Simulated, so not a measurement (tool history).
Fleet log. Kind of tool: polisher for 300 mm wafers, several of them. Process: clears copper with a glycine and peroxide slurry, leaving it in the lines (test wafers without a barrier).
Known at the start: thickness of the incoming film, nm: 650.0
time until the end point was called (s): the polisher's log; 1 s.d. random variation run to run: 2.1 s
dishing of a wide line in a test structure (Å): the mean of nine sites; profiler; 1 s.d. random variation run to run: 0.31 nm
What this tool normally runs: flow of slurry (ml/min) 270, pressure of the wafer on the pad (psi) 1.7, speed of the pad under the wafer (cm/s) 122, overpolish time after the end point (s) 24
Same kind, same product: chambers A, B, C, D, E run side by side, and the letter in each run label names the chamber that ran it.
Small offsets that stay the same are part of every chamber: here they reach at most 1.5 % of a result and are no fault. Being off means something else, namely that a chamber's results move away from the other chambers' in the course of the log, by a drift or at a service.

| run | hour | flow of slurry (ml/min) | pressure of the wafer on the pad (psi) | speed of the pad under the wafer (cm/s) | overpolish time after the end point (s) | wafers polished on this pad | hours since the slurry nozzle was cleaned | hours since the head pressure was calibrated | time until the end point was called (s) | dishing of a wide line in a test structure (Å) |
|---|---|---|---|---|---|---|---|---|---|---|
| 1A | 10.8 | 270 | 1.7 | 122 | 24 | 641 | 175.4 | 1070.1 | 147.84 | 265.50 |
|  | 15.4 | chamber C: worn pad replaced by a new one |
| 2B | 26.9 | 270 | 1.7 | 122 | 24 | 363 | 232.2 | 471.7 | 145.28 | 270.74 |
|  | 32.7 | chamber E: worn pad replaced by a new one |
| 3E | 42.3 | 270 | 1.7 | 122 | 24 | 61 | 263.2 | 206.4 | 146.27 | 275.04 |
| 4C | 51.0 | 270 | 1.7 | 122 | 24 | 227 | 172.0 | 431.6 | 150.88 | 274.73 |
|  | 54.6 | chamber A: worn pad replaced by a new one |
| 5D | 63.8 | 270 | 1.7 | 122 | 24 | 1440 | 167.7 | 347.6 | 153.79 | 272.76 |
|  | 67.7 | chamber D: worn pad replaced by a new one |
| 6A | 79.1 | 270 | 1.7 | 122 | 24 | 156 | 243.7 | 1138.4 | 150.06 | 271.76 |
| 7C | 89.2 | 270 | 1.7 | 122 | 24 | 471 | 210.2 | 469.8 | 151.79 | 268.74 |
|  | 92.4 | chamber A: slurry nozzle cleaned |
| 8B | 97.6 | 270 | 1.7 | 122 | 24 | 815 | 302.9 | 542.4 | 152.30 | 268.10 |
| 9E | 110.2 | 270 | 1.7 | 122 | 24 | 495 | 331.1 | 274.3 | 148.65 | 274.36 |
|  | 114.2 | chamber B: worn pad replaced by a new one |
| 10D | 121.4 | 270 | 1.7 | 122 | 24 | 343 | 225.3 | 405.2 | 146.76 | 274.15 |
| 11E | 135.2 | 270 | 1.7 | 122 | 24 | 654 | 356.1 | 299.3 | 150.38 | 270.44 |
|  | 136.6 | chamber C: worn pad replaced by a new one |
| 12D | 144.7 | 270 | 1.7 | 122 | 24 | 492 | 248.6 | 428.5 | 146.51 | 273.32 |
| 13A | 152.2 | 270 | 1.7 | 122 | 24 | 623 | 59.9 | 1211.5 | 150.49 | 272.73 |
|  | 165.1 | chamber C: head pressure recalibrated |
| 14B | 166.5 | 270 | 1.7 | 122 | 24 | 333 | 371.8 | 611.3 | 151.65 | 268.47 |
| 15C | 175.4 | 270 | 1.7 | 122 | 24 | 248 | 296.4 | 10.4 | 147.24 | 278.47 |
| 16A | 182.4 | 270 | 1.7 | 122 | 24 | 816 | 90.1 | 1241.7 | 146.33 | 272.98 |
| 17E | 192.5 | 270 | 1.7 | 122 | 24 | 1020 | 413.4 | 356.6 | 152.32 | 272.05 |
| 18C | 202.2 | 270 | 1.7 | 122 | 24 | 419 | 323.2 | 37.2 | 150.81 | 273.55 |
| 19D | 215.7 | 270 | 1.7 | 122 | 24 | 945 | 319.6 | 499.5 | 144.93 | 275.97 |
|  | 216.4 | chamber A: worn pad replaced by a new one |
| 20B | 225.5 | 270 | 1.7 | 122 | 24 | 710 | 430.8 | 670.3 | 147.21 | 268.89 |
| 21C | 235.8 | 270 | 1.7 | 122 | 24 | 633 | 356.8 | 70.8 | 149.91 | 275.74 |
|  | 244.6 | chamber E: worn pad replaced by a new one |
|  | 245.5 | chamber E: slurry nozzle cleaned |
| 22D | 247.1 | 270 | 1.7 | 122 | 24 | 1145 | 351.0 | 530.9 | 146.77 | 273.06 |
|  | 253.1 | chamber A: head pressure recalibrated |
|  | 253.1 | chamber B: worn pad replaced by a new one |
| 23A | 257.1 | 205 | 1.5 | 122 | 24 | 260 | 164.8 | 4.1 | 171.87 | 269.27 |
| 24E | 270.6 | 205 | 1.5 | 122 | 24 | 166 | 25.1 | 434.7 | 170.59 | 270.72 |
|  | 271.7 | chamber C: worn pad replaced by a new one |
| 25B | 280.2 | 205 | 1.5 | 122 | 24 | 173 | 485.5 | 725.0 | 170.09 | 266.59 |
|  | 293.1 | chamber D: worn pad replaced by a new one |
| 26D | 296.5 | 205 | 1.5 | 122 | 24 | 22 | 400.4 | 580.3 | 161.85 | 264.31 |
| 27E | 307.7 | 205 | 1.5 | 122 | 24 | 403 | 62.2 | 471.8 | 173.28 | 272.47 |
| 28A | 317.4 | 270 | 1.7 | 122 | 24 | 645 | 225.1 | 64.4 | 150.30 | 270.31 |
| 29B | 330.3 | 270 | 1.7 | 122 | 24 | 493 | 535.6 | 775.1 | 145.50 | 271.30 |
| 30C | 345.6 | 270 | 1.7 | 122 | 24 | 471 | 466.6 | 180.6 | 151.47 | 271.90 |
| 31A | 358.6 | 270 | 1.7 | 122 | 24 | 908 | 266.3 | 105.6 | 144.29 | 274.78 |
|  | 363.5 | chamber B: slurry nozzle cleaned |
| 32D | 366.9 | 270 | 1.7 | 122 | 24 | 471 | 470.8 | 650.7 | 143.04 | 277.25 |
|  | 371.1 | chamber B: worn pad replaced by a new one |
|  | 374.3 | chamber A: worn pad replaced by a new one |
| 33E | 374.3 | 270 | 1.7 | 122 | 24 | 828 | 128.8 | 538.4 | 151.59 | 272.10 |
| 34C | 382.9 | 270 | 1.7 | 122 | 24 | 709 | 503.9 | 217.9 | 151.63 | 267.31 |
| 35B | 394.0 | 205 | 1.7 | 122 | 15 | 146 | 30.5 | 838.8 | 153.45 | 240.55 |
| 36B | 407.7 | 205 | 1.7 | 122 | 15 | 233 | 44.2 | 852.5 | 152.10 | 232.14 |
|  | 417.8 | chamber D: slurry nozzle cleaned |
| 37E | 418.3 | 205 | 1.7 | 122 | 15 | 1109 | 172.8 | 582.4 | 157.04 | 234.32 |
|  | 420.6 | chamber C: worn pad replaced by a new one |
|  | 425.2 | chamber A: slurry nozzle cleaned |
| 38A | 427.4 | 205 | 1.7 | 122 | 15 | 339 | 2.3 | 174.4 | 155.22 | 239.70 |
| 39D | 441.2 | 205 | 1.7 | 122 | 15 | 945 | 23.4 | 725.0 | 141.07 | 244.27 |
| 40C | 449.3 | 270 | 1.7 | 122 | 24 | 183 | 570.3 | 284.3 | 148.09 | 270.72 |
|  | 450.7 | chamber C: slurry nozzle cleaned |
| 41D | 464.5 | 350 | 1.7 | 122 | 15 | 1094 | 46.7 | 748.3 | 132.90 | 255.83 |
| 42C | 473.2 | 350 | 1.7 | 122 | 15 | 336 | 22.5 | 308.2 | 149.02 | 240.01 |

Next, all 5 chambers run the settings below, one line each with question marks for the results. What does each chamber give?
| 43A | 484.9 | 270 | 1.7 | 122 | 37 |  |  |  | ? | ? |
| 43B | 484.9 | 270 | 1.7 | 122 | 37 |  |  |  | ? | ? |
| 43C | 484.9 | 270 | 1.7 | 122 | 37 |  |  |  | ? | ? |
| 43D | 484.9 | 270 | 1.7 | 122 | 37 |  |  |  | ? | ? |
| 43E | 484.9 | 270 | 1.7 | 122 | 37 |  |  |  | ? | ? |

| run | time until the end point was called (s) | dishing of a wide line in a test structure (Å) |
|---|---|---|
| 43A | 151.42 | 281.02 |
| 43B | 153.71 | 284.84 |
| 43C | 154.05 | 280.70 |
| 43D | 139.72 | 288.43 |
| 43E | 150.28 | 280.01 |

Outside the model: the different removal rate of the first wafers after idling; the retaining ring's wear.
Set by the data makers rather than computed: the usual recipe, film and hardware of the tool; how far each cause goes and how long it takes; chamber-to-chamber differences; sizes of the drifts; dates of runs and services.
